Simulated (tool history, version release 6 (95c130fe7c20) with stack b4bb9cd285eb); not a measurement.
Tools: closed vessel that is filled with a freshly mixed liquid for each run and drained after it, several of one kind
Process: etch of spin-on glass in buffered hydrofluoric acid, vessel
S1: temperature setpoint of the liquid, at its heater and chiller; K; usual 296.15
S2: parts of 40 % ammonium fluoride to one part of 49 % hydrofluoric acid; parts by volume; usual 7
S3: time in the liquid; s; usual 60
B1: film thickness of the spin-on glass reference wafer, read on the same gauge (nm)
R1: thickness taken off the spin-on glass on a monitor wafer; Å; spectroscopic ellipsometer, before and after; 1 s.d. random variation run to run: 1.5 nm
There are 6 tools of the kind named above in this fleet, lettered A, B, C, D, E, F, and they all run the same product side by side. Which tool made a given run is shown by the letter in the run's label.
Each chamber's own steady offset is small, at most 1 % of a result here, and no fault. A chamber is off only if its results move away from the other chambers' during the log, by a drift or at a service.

run,hour,S1,S2,S3,B1,R1
1A,13.1,296.15,7,60,60.009,3789.1
2D,20.9,296.15,7,60,59.995,3820.4
3B,32.3,296.15,7,60,60.019,3805.9
4E,45.9,296.15,7,60,59.996,3816
5F,56.8,296.15,7,60,60.038,3832.4
6C,66.1,296.15,5,50,59.977,4219.5
7A,76.4,296.15,5,50,60.039,4270.1
8B,89.4,296.15,5,50,59.961,4207.2
9D,98.2,296.15,5,50,60.009,4189.5
10F,107.5,296.15,5,50,59.987,4208.9
11C,122.2,296.15,5,50,59.995,4234.7
12E,137.9,296.15,7,60,60.009,3807.3
13F,153.2,296.15,7,60,60.015,3826.3
14A,161.9,296.15,7,85,59.985,5392.5
15C,177.8,296.15,7,85,59.998,5349.2
16B,188.5,296.15,7,85,60.01,5453.4
17E,203.9,296.15,7,85,59.992,5395.8
18D,220.3,296.15,7,85,59.982,5374.9
19D,234.6,296.15,7,85,59.983,5395.2
20B,241.9,296.15,7,60,59.983,3831.8
21E,251.7,296.15,7,60,59.994,3833.3
22F,266.6,296.15,7,60,60.026,3819.9
23A,275.9,296.15,5,35,60.027,2963.2
24C,290,296.15,5,35,59.973,2965
25C,297.4,296.15,5,35,60.014,2955
26A,307.3,296.15,5,35,60.02,2973.9
# hour 312.8: chamber C: hydrofluoric acid flow meter replaced
27F,318,296.15,5,35,60.015,2963.5
28E,326.3,296.15,5,35,59.984,2989.4
29B,337,296.15,7,85,60.005,5443.2
30D,352.6,296.15,7,85,60.004,5377.4
31F,361.5,296.15,7,85,59.98,5375.2
32C,373.9,296.15,7,85,60.015,5350.3
33D,384.6,296.15,7,85,60.004,5369.7
34E,393.7,296.15,7,85,59.972,5423.6
35B,402.1,296.15,7,60,60.012,3904.3
36A,414.9,296.15,7,60,59.992,3810.4

Has any chamber moved away from the others, gradually or after a service, or does the common gauge drift, or do the chambers differ only by their own small steady offsets? State the chamber and the most likely cause if one applies.

It is chamber B that slowly wanders off from its peers.
Likeliest cause: hydrofluoric acid flow above the setpoint (%) = 3.14.
From this log alone, it may not be told apart from: liquid hotter than its thermometer reads (K).

Which of the 4 candidates below, each the usual settings with something changed and its results left as question marks, puts chamber B back in line with what the other chambers give on the usual settings?
In line here means within this much of the mean the other chambers give on the usual settings: R1 54 Å
37B-1,426.7,296.65,7,60,,?
37B-2,426.7,295.15,7,60,,?
37B-3,426.7,297.15,7,60,,?
37B-4,426.7,295.65,7,60,,?

Other chambers, usual settings, mean: R1 3810.7 Å
run,R1
37B-1,4016.2
37B-2,3700.8
37B-3,4127.1
37B-4,3804.1
The right change is 37B-4: it brings the chamber back within the allowed miss of the others.
